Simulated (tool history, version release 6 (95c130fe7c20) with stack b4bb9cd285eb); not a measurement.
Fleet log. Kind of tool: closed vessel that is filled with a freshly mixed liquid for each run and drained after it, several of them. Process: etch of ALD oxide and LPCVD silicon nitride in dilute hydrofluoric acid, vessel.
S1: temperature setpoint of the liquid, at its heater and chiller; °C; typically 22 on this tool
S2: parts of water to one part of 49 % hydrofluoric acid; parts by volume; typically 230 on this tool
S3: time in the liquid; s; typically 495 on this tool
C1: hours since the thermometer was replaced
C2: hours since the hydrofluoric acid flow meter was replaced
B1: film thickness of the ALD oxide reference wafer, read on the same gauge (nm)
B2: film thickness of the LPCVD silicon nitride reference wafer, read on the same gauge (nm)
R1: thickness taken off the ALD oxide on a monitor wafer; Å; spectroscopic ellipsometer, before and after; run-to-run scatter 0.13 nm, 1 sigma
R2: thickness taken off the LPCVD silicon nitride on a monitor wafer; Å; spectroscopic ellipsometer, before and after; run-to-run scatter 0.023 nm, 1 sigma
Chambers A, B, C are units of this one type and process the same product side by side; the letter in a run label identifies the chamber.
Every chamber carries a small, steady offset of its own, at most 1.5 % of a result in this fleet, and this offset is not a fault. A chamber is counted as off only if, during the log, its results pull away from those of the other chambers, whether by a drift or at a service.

run 1A day=0.342 | S1=22 S2=230 S3=495 | C1=421.2 C2=1407.7 | B1=29.994 B2=90.006 | R1=243.55 R2=9.2767
run 2C day=0.658 | S1=22 S2=230 S3=495 | C1=558.3 C2=379.4 | B1=30.039 B2=90.008 | R1=246.44 R2=9.4517
run 3B day=1.079 | S1=22 S2=230 S3=495 | C1=847.9 C2=731.6 | B1=30.013 B2=89.99 | R1=245.01 R2=9.2334
run 4B day=1.417 | S1=22 S2=230 S3=495 | C1=856 C2=739.7 | B1=29.991 B2=90.025 | R1=243.44 R2=9.558
run 5C day=1.904 | S1=22 S2=230 S3=495 | C1=588.2 C2=409.3 | B1=30.02 B2=89.997 | R1=246.82 R2=9.4593
run 6A day=2.196 | S1=22 S2=230 S3=495 | C1=465.7 C2=1452.2 | B1=29.985 B2=89.987 | R1=243.8 R2=9.7545
run 7C day=2.504 | S1=22 S2=230 S3=495 | C1=602.6 C2=423.7 | B1=30.001 B2=89.961 | R1=246.47 R2=9.6077
run 8A day=3.017 | S1=22 S2=230 S3=495 | C1=485.4 C2=1471.9 | B1=30.005 B2=90.037 | R1=244.86 R2=9.2449
run 9B day=3.25 | S1=22 S2=230 S3=495 | C1=900 C2=783.7 | B1=30.051 B2=89.966 | R1=244.07 R2=9.5854
run 10B day=3.608 | S1=22 S2=230 S3=495 | C1=908.6 C2=792.3 | B1=30.02 B2=89.993 | R1=245.44 R2=9.4729
run 11A day=4.067 | S1=22 S2=230 S3=495 | C1=510.6 C2=1497.1 | B1=30.003 B2=89.986 | R1=244.46 R2=9.1035
run 12C day=4.375 | S1=25 S2=230 S3=495 | C1=647.5 C2=468.6 | B1=29.987 B2=90.024 | R1=273.8 R2=11.506
run 13C day=4.833 | S1=25 S2=230 S3=495 | C1=658.5 C2=479.6 | B1=30.009 B2=89.959 | R1=277.51 R2=11.53
run 14B day=5.079 | S1=25 S2=230 S3=495 | C1=943.9 C2=827.6 | B1=30.041 B2=89.947 | R1=275.55 R2=11.29
run 15A day=5.342 | S1=22 S2=230 S3=495 | C1=541.2 C2=1527.7 | B1=30 B2=90.054 | R1=245.43 R2=9.2932
run 16A day=5.767 | S1=19 S2=230 S3=495 | C1=551.4 C2=1537.9 | B1=29.998 B2=90.021 | R1=219.67 R2=7.3749
run 17C day=6.117 | S1=19 S2=230 S3=495 | C1=689.3 C2=510.4 | B1=29.993 B2=89.991 | R1=223.79 R2=7.3013
run 18B day=6.462 | S1=19 S2=230 S3=495 | C1=977.1 C2=860.8 | B1=30.016 B2=90.016 | R1=220.04 R2=7.9851
run 19C day=6.733 | S1=22 S2=230 S3=495 | C1=704.1 C2=525.2 | B1=30.004 B2=89.981 | R1=251.48 R2=9.5361
run 20A day=7.125 | S1=17.5 S2=305 S3=495 | C1=584 C2=1570.5 | B1=29.981 B2=90.005 | R1=143.18 R2=5.1839
run 21B day=7.454 | S1=17.5 S2=305 S3=495 | C1=1000.9 C2=884.6 | B1=30.017 B2=89.98 | R1=147.27 R2=5.3348
run 22C day=7.817 | S1=17.5 S2=305 S3=495 | C1=730.1 C2=551.2 | B1=29.994 B2=90.006 | R1=149.47 R2=5.3966
run 23A day=8.112 | S1=22 S2=230 S3=495 | C1=607.7 C2=1594.2 | B1=30.02 B2=90.016 | R1=244.84 R2=9.3098
run 24B day=8.558 | S1=22 S2=230 S3=495 | C1=1027.4 C2=911.1 | B1=30.005 B2=89.994 | R1=246.52 R2=9.6219
run 25A day=8.917 | S1=17.5 S2=265 S3=495 | C1=627 C2=1613.5 | B1=29.984 B2=89.986 | R1=172.61 R2=5.7666
run 26B day=9.317 | S1=17.5 S2=265 S3=495 | C1=1045.6 C2=929.3 | B1=29.988 B2=90.007 | R1=173.26 R2=6.1505
run 27C day=9.638 | S1=17.5 S2=265 S3=495 | C1=773.8 C2=594.9 | B1=29.984 B2=89.997 | R1=181.2 R2=6.3107
run 28B day=9.883 | S1=22 S2=230 S3=495 | C1=1059.2 C2=942.9 | B1=30.008 B2=90.049 | R1=245.39 R2=9.6495
run 29C day=10.167 | S1=22 S2=230 S3=495 | C1=786.5 C2=607.6 | B1=29.984 B2=90.008 | R1=254.78 R2=9.7446
run 30A day=10.592 | S1=22 S2=230 S3=495 | C1=667.2 C2=1653.7 | B1=29.986 B2=90.008 | R1=243.63 R2=9.3857
run 31C day=10.996 | S1=22 S2=230 S3=495 | C1=806.4 C2=627.5 | B1=29.975 B2=89.998 | R1=254.66 R2=9.6453
run 32A day=11.308 | S1=22 S2=230 S3=495 | C1=684.4 C2=1670.9 | B1=30.004 B2=90.018 | R1=243.22 R2=9.7107

What goes on in this fleet: one chamber off, a drifting gauge, or nothing beyond the chambers' own small offsets? Name the chamber and the cause, if any.

Chamber C drifts away from the others.
Cause: hydrofluoric acid flow above the setpoint (%) = 3.01.

Below are 4 candidate recipes for chamber C's next run, each the usual settings with a change, their results shown as question marks. Which of them brings C's results back in line with what the other chambers give on the usual settings?
In line here means within this much of the mean the other chambers give on the usual settings: R1 4.6 Å; R2 0.8 Å
run 33C-1 day=11.675 | S1=21.5 S2=220 S3=495 | R1=? R2=?
run 33C-2 day=11.675 | S1=22 S2=235 S3=500 | R1=? R2=?
run 33C-3 day=11.675 | S1=22.5 S2=240 S3=490 | R1=? R2=?
run 33C-4 day=11.675 | S1=21.5 S2=225 S3=495 | R1=? R2=?

On the usual settings, the other chambers give on average: R1 244.67 Å; R2 9.4439 Å
run=33C-1 R1=266.04 R2=9.6258
run=33C-2 R1=252.31 R2=9.4024
run=33C-3 R1=245.25 R2=9.3088
run=33C-4 R1=258.77 R2=9.4136
33C-3 puts the chamber back in line with the other chambers.
